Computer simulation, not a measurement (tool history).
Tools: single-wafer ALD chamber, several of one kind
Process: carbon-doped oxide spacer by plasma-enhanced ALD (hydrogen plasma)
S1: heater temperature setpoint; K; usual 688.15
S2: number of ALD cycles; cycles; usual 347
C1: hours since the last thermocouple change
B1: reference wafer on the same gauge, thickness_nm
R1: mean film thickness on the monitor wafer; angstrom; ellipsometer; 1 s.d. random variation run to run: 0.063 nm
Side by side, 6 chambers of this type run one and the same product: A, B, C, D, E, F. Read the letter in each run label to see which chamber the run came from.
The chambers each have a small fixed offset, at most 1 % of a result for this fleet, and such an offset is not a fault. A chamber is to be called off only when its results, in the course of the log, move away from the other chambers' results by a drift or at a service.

| run | hour | S1 | S2 | C1 | B1 | R1 |
|---|---|---|---|---|---|---|
| 1C | 6.6 | 688.15 | 347 | 624.9 | 18.905 | 165.33 |
| 2D | 12.1 | 688.15 | 347 | 64.9 | 18.872 | 164.75 |
| 3B | 16.2 | 688.15 | 347 | 404.1 | 18.889 | 165.19 |
| 4E | 22.2 | 688.15 | 347 | 821.8 | 18.892 | 166.42 |
| 5A | 28.5 | 688.15 | 347 | 660.4 | 18.888 | 164.22 |
| 6F | 32.4 | 688.15 | 347 | 2012.3 | 18.874 | 165.34 |
| 7D | 37.1 | 688.15 | 347 | 89.9 | 18.9 | 165.49 |
| 8E | 43.9 | 688.15 | 347 | 843.5 | 18.893 | 166.44 |
| 9B | 51.2 | 688.15 | 347 | 439.1 | 18.91 | 164.95 |
| 10F | 58.1 | 688.15 | 347 | 2038 | 18.904 | 165.83 |
| 11C | 61.4 | 688.15 | 347 | 679.7 | 18.903 | 165.51 |
| 12A | 64.8 | 688.15 | 402 | 696.7 | 18.907 | 190.83 |
| 13C | 72.3 | 688.15 | 402 | 690.6 | 18.932 | 190.71 |
| 14A | 79.4 | 688.15 | 402 | 711.3 | 18.916 | 191.32 |
| 15D | 85 | 688.15 | 402 | 137.8 | 18.894 | 191.72 |
| 16B | 88.6 | 688.15 | 402 | 476.5 | 18.898 | 192.74 |
| 17F | 94 | 688.15 | 402 | 2073.9 | 18.891 | 190.76 |
| 18E | 98.4 | 688.15 | 347 | 898 | 18.898 | 167.36 |
| 19F | 105.5 | 688.15 | 347 | 2085.4 | 18.885 | 164.93 |
| 20D | 111.9 | 688.15 | 347 | 164.7 | 18.901 | 166.09 |
| 21A | 116.3 | 688.15 | 347 | 748.2 | 18.896 | 164.42 |
| 22E | 123.7 | 688.15 | 347 | 923.3 | 18.908 | 167.78 |
| 23B | 129 | 683.15 | 347 | 516.9 | 18.897 | 167.76 |
| 24C | 135.8 | 683.15 | 347 | 754.1 | 18.895 | 167.75 |
| 25F | 140.9 | 683.15 | 347 | 2120.8 | 18.907 | 167.41 |
| 26B | 148.1 | 683.15 | 347 | 536 | 18.905 | 167.96 |
| 27D | 151.9 | 683.15 | 347 | 204.7 | 18.902 | 167.65 |
| 28C | 158.7 | 683.15 | 347 | 777 | 18.882 | 167.48 |
| 29A | 165.7 | 688.15 | 347 | 797.6 | 18.891 | 164.42 |
| 30E | 169.1 | 688.15 | 347 | 968.7 | 18.901 | 165.73 |
| 31B | 174.6 | 688.15 | 347 | 562.5 | 18.882 | 166.71 |
| 32E | 181 | 688.15 | 347 | 980.6 | 18.919 | 166.67 |
| 33D | 184.8 | 688.15 | 347 | 237.6 | 18.883 | 165.5 |
| 34C | 189.5 | 688.15 | 347 | 807.8 | 18.896 | 164.49 |
| 35F | 193.6 | 688.15 | 347 | 2173.5 | 18.898 | 165.8 |
| 36A | 197.2 | 688.15 | 347 | 829.1 | 18.925 | 164.64 |
| 37A | 200.8 | 688.15 | 290 | 832.7 | 18.903 | 137.83 |
| 38B | 205.7 | 688.15 | 290 | 593.6 | 18.9 | 137.97 |

Has any chamber moved away from the others, gradually or after a service, or does the common gauge drift, or do the chambers differ only by their own small steady offsets? State the chamber and the most likely cause if one applies.

No chamber stands off beyond its own small offset, and the gauge holds steady.
